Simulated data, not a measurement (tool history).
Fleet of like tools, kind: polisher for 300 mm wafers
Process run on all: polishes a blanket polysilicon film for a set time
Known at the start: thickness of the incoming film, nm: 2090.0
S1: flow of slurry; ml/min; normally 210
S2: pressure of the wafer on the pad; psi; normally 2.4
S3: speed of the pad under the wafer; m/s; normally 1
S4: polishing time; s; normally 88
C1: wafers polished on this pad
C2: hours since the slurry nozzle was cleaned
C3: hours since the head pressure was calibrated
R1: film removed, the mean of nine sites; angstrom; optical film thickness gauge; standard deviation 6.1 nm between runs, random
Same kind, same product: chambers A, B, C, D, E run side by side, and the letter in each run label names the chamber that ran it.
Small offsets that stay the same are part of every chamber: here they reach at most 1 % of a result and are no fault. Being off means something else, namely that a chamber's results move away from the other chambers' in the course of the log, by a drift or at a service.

run   hour   S1   S2  S3   S4   C1     C2      C3      R1
 1B   12.8  210  2.4   1   88  495   15.0   128.6  5147.6
      18.9  -- chamber C: head pressure recalibrated
 2A   21.4  210  2.4   1   88  898  333.0   446.0  5074.4
      27.3  -- chamber A: worn pad replaced by a new one
 3E   34.5  210  2.4   1   88  849  270.9   199.9  5079.5
      35.5  -- chamber E: worn pad replaced by a new one
 4C   42.6  210  2.4   1   88  561  331.4    23.8  5280.7
      50.5  -- chamber B: worn pad replaced by a new one
 5D   54.9  210  2.4   1   88  832  345.5  1092.4  5157.2
      57.3  -- chamber A: slurry nozzle cleaned
      59.8  -- chamber D: worn pad replaced by a new one
 6A   65.0  210  2.4   1   88  431    7.7   489.6  5181.9
 7B   74.4  210  2.4   1   88  273   76.6   190.2  5143.2
 8D   82.8  210  2.4   1   88  263  373.4  1120.3  5243.5
      82.9  -- chamber C: worn pad replaced by a new one
 9E   91.4  210  2.4   1   69  640  327.8   256.8  4014.4
      98.0  -- chamber E: worn pad replaced by a new one
10C   99.7  210  2.4   1   69  193  388.5    80.9  4122.7
11E  107.2  210  2.4   1   69  105  343.6   272.6  4088.6
     109.2  -- chamber A: worn pad replaced by a new one
12D  114.4  210  2.4   1   69  624  405.0  1151.9  4075.3
     120.1  -- chamber B: worn pad replaced by a new one
     129.0  -- chamber E: slurry nozzle cleaned
13A  129.5  210  2.4   1   69  232   72.2   554.1  4115.5
14B  140.4  210  2.4   1   88  232  142.6   256.2  5189.9
     141.7  -- chamber D: worn pad replaced by a new one
15C  152.0  210  2.4   1   88  791  440.8   133.2  5289.1
16E  164.8  210  2.4   1   88  764   35.9   330.2  5103.3
17A  174.2  210  2.7   1  107  744  116.9   598.8  7133.1
     176.6  -- chamber E: worn pad replaced by a new one
18B  184.0  210  2.7   1  107  731  186.2   299.8  7103.1
     184.8  -- chamber C: worn pad replaced by a new one
     185.6  -- chamber E: head pressure recalibrated
     191.3  -- chamber A: worn pad replaced by a new one
19C  195.2  210  2.7   1  107  119  484.0   176.4  7000.3
     195.7  -- chamber B: worn pad replaced by a new one
20D  210.2  210  2.7   1  107  783  500.8  1247.7  7280.7
     223.5  -- chamber D: worn pad replaced by a new one
21B  224.7  210  2.7   1  107  331  226.9   340.5  7267.1
     227.8  -- chamber A: head pressure recalibrated
22A  232.4  210  2.4   1   88  470  175.1     4.6  5258.5
23D  245.5  210  2.4   1   88  251  536.1  1283.0  5213.2
     250.3  -- chamber E: worn pad replaced by a new one
24C  252.5  210  2.4   1   88  774  541.3   233.7  5305.6
     252.8  -- chamber D: head pressure recalibrated
25E  266.8  210  2.4   1   88  188  137.9    81.3  5253.2
     269.1  -- chamber C: worn pad replaced by a new one
     272.3  -- chamber A: worn pad replaced by a new one
     277.6  -- chamber B: worn pad replaced by a new one
26C  278.3  210  2.4   1   88  105  567.1   259.5  5181.0
27A  292.2  210  2.4   1   88  228  234.9    64.4  5163.1
     294.0  -- chamber D: worn pad replaced by a new one
28D  304.5  210  2.4   1   88  120  595.1    51.7  5274.5
29B  311.7  210  2.4   1   88  390  313.9   427.5  5155.4
30E  323.0  210  2.4   1   88  831  194.1   137.5  5205.7
     323.5  -- chamber E: worn pad replaced by a new one
31C  332.5  210  2.4   1   88  725  621.3   313.7  5219.0
32E  342.2  210  2.4   1   88  214  213.3   156.7  5147.8
33D  355.8  210  2.4   1   88  707  646.4   103.0  5172.4

Each of the 5 chambers runs these same settings next. Fill in every chamber's results:
34A  366.9  210  2.4   1  88               ?
34B  366.9  210  2.4   1  88               ?
34C  366.9  210  2.4   1  88               ?
34D  366.9  210  2.4   1  88               ?
34E  366.9  210  2.4   1  88               ?

run      R1
34A  5158.9
34B  5125.3
34C  5270.2
34D  5316.5
34E  5212.1
